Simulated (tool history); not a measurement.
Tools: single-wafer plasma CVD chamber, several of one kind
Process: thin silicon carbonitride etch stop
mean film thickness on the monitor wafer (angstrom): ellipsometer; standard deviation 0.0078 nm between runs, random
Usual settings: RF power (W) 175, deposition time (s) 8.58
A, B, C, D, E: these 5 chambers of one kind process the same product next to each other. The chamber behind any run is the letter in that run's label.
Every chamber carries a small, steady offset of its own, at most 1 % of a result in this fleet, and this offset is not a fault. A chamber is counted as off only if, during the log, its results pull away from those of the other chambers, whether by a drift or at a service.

| run | hour | RF power (W) | deposition time (s) | read-back reference wafer on the same gauge, thickness_nm | mean film thickness on the monitor wafer (angstrom) |
|---|---|---|---|---|---|
| 1B | 8.7 | 175 | 8.58 | 4.2009 | 46.804 |
| 2A | 14.1 | 175 | 8.58 | 4.2013 | 46.896 |
| 3E | 22.5 | 175 | 8.58 | 4.2012 | 46.931 |
| 4C | 34.0 | 175 | 8.58 | 4.2042 | 46.614 |
| 5D | 40.9 | 175 | 8.58 | 4.2026 | 47.241 |
| 6D | 46.3 | 175 | 8.58 | 4.2041 | 47.302 |
| 7B | 53.7 | 140 | 7.49 | 4.2055 | 38.219 |
| 8A | 63.3 | 140 | 7.49 | 4.2053 | 38.373 |
| 9E | 73.9 | 140 | 7.49 | 4.2062 | 38.296 |
| 10C | 81.1 | 140 | 7.49 | 4.2082 | 38.245 |
| 11B | 90.2 | 140 | 7.49 | 4.2061 | 38.282 |
| 12C | 96.9 | 175 | 8.58 | 4.2109 | 46.790 |
| 13D | 102.8 | 175 | 8.58 | 4.2112 | 47.161 |
| 14E | 110.5 | 175 | 8.58 | 4.2101 | 46.792 |
| 15A | 117.1 | 175 | 8.58 | 4.2097 | 47.070 |
| 16A | 123.8 | 175 | 8.58 | 4.2104 | 46.973 |
| 17D | 133.5 | 155 | 10.06 | 4.2091 | 53.503 |
| 18E | 144.7 | 155 | 10.06 | 4.2142 | 53.077 |
| 19B | 150.4 | 155 | 10.06 | 4.2127 | 53.156 |
| 20C | 161.0 | 155 | 10.06 | 4.2141 | 52.992 |
| 21C | 169.7 | 155 | 10.06 | 4.2146 | 52.829 |
| 22D | 177.5 | 175 | 8.58 | 4.2145 | 47.364 |
| 23A | 184.6 | 175 | 8.58 | 4.2166 | 47.180 |
| 24B | 191.6 | 175 | 8.58 | 4.2190 | 47.177 |
| 25E | 201.0 | 175 | 8.58 | 4.2176 | 46.991 |
| 26D | 209.7 | 175 | 8.58 | 4.2175 | 47.417 |
| 27A | 219.5 | 175 | 8.58 | 4.2213 | 47.150 |
| 28E | 230.4 | 175 | 8.58 | 4.2206 | 46.796 |
| 29B | 241.9 | 175 | 8.58 | 4.2215 | 47.171 |
| 30C | 251.5 | 175 | 8.58 | 4.2225 | 46.876 |
| 31B | 258.7 | 175 | 8.58 | 4.2218 | 46.994 |
| 32C | 266.1 | 175 | 8.58 | 4.2224 | 46.718 |
| 33D | 275.5 | 175 | 8.58 | 4.2236 | 47.458 |
| 34E | 286.6 | 175 | 8.58 | 4.2245 | 47.115 |
| 35A | 297.2 | 175 | 8.58 | 4.2249 | 47.221 |
| 36D | 308.1 | 175 | 8.58 | 4.2249 | 47.463 |
| 37B | 319.1 | 175 | 8.58 | 4.2269 | 47.187 |
| 38A | 329.7 | 175 | 8.58 | 4.2269 | 47.131 |

Read the log: is a single chamber off, either drifting away or since a service, is the gauge that measures every chamber drifting, or is nothing wrong beyond small per-chamber offsets? Name any odd chamber and what most likely caused it.

The shared gauge is drifting. All chambers look as if they move in step, but none is off.
What lies behind it: gauge reads high (%) = 0.682.
